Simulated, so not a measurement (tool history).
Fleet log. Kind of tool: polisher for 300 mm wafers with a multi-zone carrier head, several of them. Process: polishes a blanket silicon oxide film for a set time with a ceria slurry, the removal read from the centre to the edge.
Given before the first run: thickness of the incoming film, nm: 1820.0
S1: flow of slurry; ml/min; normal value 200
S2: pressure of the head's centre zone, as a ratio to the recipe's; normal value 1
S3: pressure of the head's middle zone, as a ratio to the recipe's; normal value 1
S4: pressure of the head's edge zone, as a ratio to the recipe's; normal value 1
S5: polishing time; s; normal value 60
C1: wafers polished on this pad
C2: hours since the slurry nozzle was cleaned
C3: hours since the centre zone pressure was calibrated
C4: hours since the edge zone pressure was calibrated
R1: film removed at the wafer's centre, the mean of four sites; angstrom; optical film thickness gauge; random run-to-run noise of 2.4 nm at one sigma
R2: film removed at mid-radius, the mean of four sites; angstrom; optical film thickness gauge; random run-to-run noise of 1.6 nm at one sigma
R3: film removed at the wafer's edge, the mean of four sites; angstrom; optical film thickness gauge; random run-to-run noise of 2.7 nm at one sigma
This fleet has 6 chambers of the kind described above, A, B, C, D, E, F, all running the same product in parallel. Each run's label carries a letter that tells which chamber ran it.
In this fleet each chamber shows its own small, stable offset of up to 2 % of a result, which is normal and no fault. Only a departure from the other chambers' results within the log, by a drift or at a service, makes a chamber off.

run	hour	S1	S2	S3	S4	S5	C1	C2	C3	C4	R1	R2	R3
1C	5	200	1	1	1	60	346	551.5	827.9	66.1	1943.1	1942.7	1897.4
# hour 9.4: chamber A: worn pad replaced by a new one
2E	9.9	200	1	1	1	60	1250	119.7	236	487.5	1915.7	1898	1877.3
3F	15.2	200	1	1	1	60	773	386.8	475.4	568.3	1957.3	1889.6	1906.7
4B	22.1	200	1	1	1	60	414	164.2	410	157	1980.6	1961	1914.2
5D	28.3	200	1.05	1.07	1	60	477	264.6	769.8	528.6	2038.9	2056	1915.5
# hour 29.8: chamber F: centre zone pressure recalibrated
6A	31.9	200	1.05	1.07	1	60	163	204.4	328.5	815.1	1996.6	2040.7	1932.7
7A	37	200	1.05	1.07	1	60	200	209.5	333.6	820.2	1995.9	2084.1	1949.7
# hour 40.9: chamber D: worn pad replaced by a new one
8D	42.7	200	1.05	1.07	1	60	13	279	784.2	543	2046.2	2056.1	1918
9C	49.2	200	1.05	1.07	1	60	666	595.7	872.1	110.3	1999.8	2070.4	1893.5
# hour 51.8: chamber F: worn pad replaced by a new one
10B	54.3	200	1.05	1.07	1	60	647	196.4	442.2	189.2	1996.9	2072.7	1876.9
# hour 54.9: chamber E: worn pad replaced by a new one
# hour 57.5: chamber F: slurry nozzle cleaned
11E	59	200	1	1	1	60	30	168.8	285.1	536.6	1911	1880.3	1952.2
12F	63.7	200	1	1	1	60	86	6.3	33.9	616.8	1933	1947.6	1961.9
# hour 67.6: chamber E: edge zone pressure recalibrated
13F	69.3	200	1	1.07	1	60	126	11.9	39.5	622.4	1989.1	2045.3	1905.1
# hour 69.6: chamber C: worn pad replaced by a new one
# hour 70.1: chamber B: slurry nozzle cleaned
14E	75.7	200	1	1.07	1	60	151	185.5	301.8	8.2	1914.1	2029.1	1946.5
15B	79.1	200	1	1.07	1	60	827	9.1	467	214	1967.9	2057.5	1904.1
# hour 80.3: chamber A: worn pad replaced by a new one
16D	84.5	200	1	1.07	1	60	316	320.8	826	584.8	1938.1	2064.2	1911.7
17C	91.4	200	1	1.07	1	60	158	637.9	914.3	152.5	1916.8	2053.6	1946.5
18A	97.6	200	1	1.07	1	60	125	270.1	394.2	880.8	1825.7	2058.7	1914.3
19D	101.5	200	1	1	1	60	439	337.8	843	601.8	1954	1947.3	1884.6
# hour 103.4: chamber A: edge zone pressure recalibrated
# hour 105.2: chamber C: slurry nozzle cleaned
# hour 105.3: chamber D: centre zone pressure recalibrated
20A	108.3	200	1	1	1	60	203	280.8	404.9	4.9	1781.9	1938.5	2014.4
21C	111.9	200	1	1	1	60	307	6.7	934.8	173	1895.1	1948.8	1938.9
22E	117.3	200	1	1	1	60	452	227.1	343.4	49.8	1908.2	1886.2	1933.1
# hour 122.2: chamber D: worn pad replaced by a new one
23B	123.4	200	1	1	1	60	1148	53.4	511.3	258.3	1908.8	1958.7	1954.8
# hour 128.6: chamber B: worn pad replaced by a new one
24F	128.7	200	1	1	1	60	557	71.3	98.9	681.8	1957.5	1922.9	1908.2
25C	135.2	200	1	1	1	60	475	30	958.1	196.3	1926.4	1955.9	1979.7
26A	140.8	200	1	1	1	60	438	313.3	437.4	37.4	1793.5	1911.7	1932.3
27D	144.6	200	1	1	1	60	162	380.9	39.3	644.9	1914.5	1944.7	1953.6
28F	150.1	200	1	1	1	60	712	92.7	120.3	703.2	1969.2	1922.2	1891.5
29B	156.4	200	1	1	1	60	201	86.4	544.3	291.3	1898	1953.6	1966.9
# hour 160.5: chamber C: worn pad replaced by a new one
30E	161.1	200	1	1	0.93	77	769	270.9	387.2	93.6	2459.2	2430.1	2381.4
# hour 161.9: chamber A: worn pad replaced by a new one
31D	164.7	200	1	1	0.93	77	308	401	59.4	665	2478.9	2490.9	2391.8
32F	169.1	200	1	1	0.93	77	849	111.7	139.3	722.2	2442.5	2481.1	2387.2
33B	172.3	200	1	1	0.93	77	316	102.3	560.2	307.2	2468.3	2491	2425
34C	177.2	200	1	1	0.93	77	120	72	1000.1	238.3	2463.6	2509.4	2373.2
35A	181.1	200	1	1	0.93	77	139	353.6	477.7	77.7	2217.2	2472	2400.5
36E	186.5	200	1	1	1	60	953	296.3	412.6	119	1881.4	1894.7	1906.8
37B	193.6	200	1	0.92	1	60	471	123.6	581.5	328.5	1891.6	1804.2	1938.4

One chamber off, gauge drift, or nothing amiss beyond the chambers' own small offsets? If it is a chamber, which one, and what is the likeliest cause?

One chamber, A, drifts off from the rest bit by bit.
What lies behind it: centre zone's pressure below its setpoint, % = 10.6.

Which of the 4 candidates below, each the usual settings with something changed and its results left as question marks, puts chamber A back in line with what the other chambers give on the usual settings?
In line means no further than this from the other chambers' mean on the usual settings: R1 83 angstrom; R2 57 angstrom; R3 94 angstrom
38A-1	198.7	210	1.1	0.99	0.96	60					?	?	?
38A-2	198.7	190	0.9	1.01	1.04	60					?	?	?
38A-3	198.7	210	1.16	0.98	0.93	61					?	?	?
38A-4	198.7	190	0.85	1.01	1.06	60					?	?	?

Other chambers, usual settings, mean: R1 1926.1 angstrom; R2 1930.1 angstrom; R3 1919.4 angstrom
run	R1	R2	R3
38A-1	1892.4	1918.9	1908.3
38A-2	1492.8	1928.8	1969.2
38A-3	2038.3	1932	1908.9
38A-4	1400.3	1929.2	1989.5
With 38A-1, the chamber falls back in line with the rest.

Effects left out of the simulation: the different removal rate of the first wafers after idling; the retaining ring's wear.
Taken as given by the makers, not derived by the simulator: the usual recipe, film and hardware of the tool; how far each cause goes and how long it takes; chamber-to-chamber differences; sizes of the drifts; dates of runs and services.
